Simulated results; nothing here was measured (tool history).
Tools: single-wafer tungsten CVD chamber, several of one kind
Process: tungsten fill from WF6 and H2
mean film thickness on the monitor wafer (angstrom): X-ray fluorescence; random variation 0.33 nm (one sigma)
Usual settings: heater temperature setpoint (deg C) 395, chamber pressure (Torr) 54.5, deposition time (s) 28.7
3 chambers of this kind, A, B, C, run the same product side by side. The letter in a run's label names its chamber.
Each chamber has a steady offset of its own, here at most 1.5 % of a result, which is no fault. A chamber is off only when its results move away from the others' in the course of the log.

| run | hour | heater temperature setpoint (deg C) | chamber pressure (Torr) | deposition time (s) | read-back reference wafer on the same gauge, thickness_nm | mean film thickness on the monitor wafer (angstrom) |
|---|---|---|---|---|---|---|
| 1C | 14.0 | 395 | 54.5 | 28.7 | 114.94 | 998.04 |
| 2B | 26.1 | 395 | 54.5 | 28.7 | 114.98 | 1003.80 |
| 3A | 35.8 | 395 | 54.5 | 28.7 | 114.96 | 989.66 |
|  | 38.9 | chamber B: thermocouple changed; heater temperature recalibrated |
| 4C | 45.9 | 395 | 54.5 | 28.7 | 114.97 | 991.94 |
| 5A | 61.1 | 395 | 59.9 | 28.7 | 115.02 | 1033.30 |
| 6B | 69.2 | 395 | 59.9 | 28.7 | 114.99 | 1051.70 |
| 7A | 82.4 | 395 | 59.9 | 28.7 | 114.92 | 1034.80 |
|  | 94.4 | chamber C: thermocouple changed; heater temperature recalibrated |
| 8B | 95.6 | 395 | 54.5 | 28.7 | 114.96 | 998.38 |
| 9C | 103.3 | 395 | 54.5 | 28.7 | 114.96 | 966.24 |
| 10C | 115.0 | 395 | 54.5 | 28.7 | 114.99 | 960.23 |
| 11B | 123.5 | 395 | 54.5 | 28.7 | 115.04 | 1001.30 |
| 12A | 134.6 | 395 | 54.5 | 28.7 | 114.89 | 996.49 |
| 13C | 150.3 | 395 | 54.5 | 28.7 | 115.02 | 967.08 |
| 14B | 162.3 | 395 | 54.5 | 28.7 | 115.09 | 1004.20 |
| 15A | 175.8 | 395 | 54.5 | 28.7 | 115.03 | 998.37 |
| 16B | 189.0 | 395 | 54.5 | 28.7 | 115.09 | 1005.90 |
| 17A | 202.3 | 395 | 44.6 | 24.6 | 115.00 | 778.80 |
| 18C | 215.5 | 395 | 44.6 | 24.6 | 114.97 | 754.26 |
| 19C | 225.0 | 395 | 44.6 | 24.6 | 115.04 | 752.94 |
| 20B | 240.1 | 395 | 54.5 | 31.9 | 115.03 | 1120.90 |
| 21A | 254.2 | 395 | 54.5 | 31.9 | 115.07 | 1103.80 |
| 22A | 263.5 | 395 | 54.5 | 31.9 | 114.98 | 1107.80 |

What goes on in this fleet: one chamber off, a drifting gauge, or nothing beyond the chambers' own small offsets? Name the chamber and the cause, if any.

A service left chamber C off against the others.
Cause: wafer temperature below the value expected at the setpoint (K) = 1.78.

Here are 4 candidates for chamber C's next run, each the usual settings with a change, their results left as question marks. Which one brings its results back in line with what the others give on the usual settings?
In line means no further than this from the other chambers' mean on the usual settings: mean film thickness on the monitor wafer (angstrom) 12.00
| 23C-1 | 274.7 | 396 | 54.9 | 29.0 |  | ? |
| 23C-2 | 274.7 | 394 | 54.1 | 28.4 |  | ? |
| 23C-3 | 274.7 | 395 | 54.9 | 29.0 |  | ? |
| 23C-4 | 274.7 | 395 | 54.1 | 28.4 |  | ? |

The other chambers' mean on the usual settings: mean film thickness on the monitor wafer (angstrom) 999.24
| run | mean film thickness on the monitor wafer (angstrom) |
|---|---|
| 23C-1 | 995.36 |
| 23C-2 | 931.88 |
| 23C-3 | 976.47 |
| 23C-4 | 949.97 |
23C-1 brings the chamber back in line.

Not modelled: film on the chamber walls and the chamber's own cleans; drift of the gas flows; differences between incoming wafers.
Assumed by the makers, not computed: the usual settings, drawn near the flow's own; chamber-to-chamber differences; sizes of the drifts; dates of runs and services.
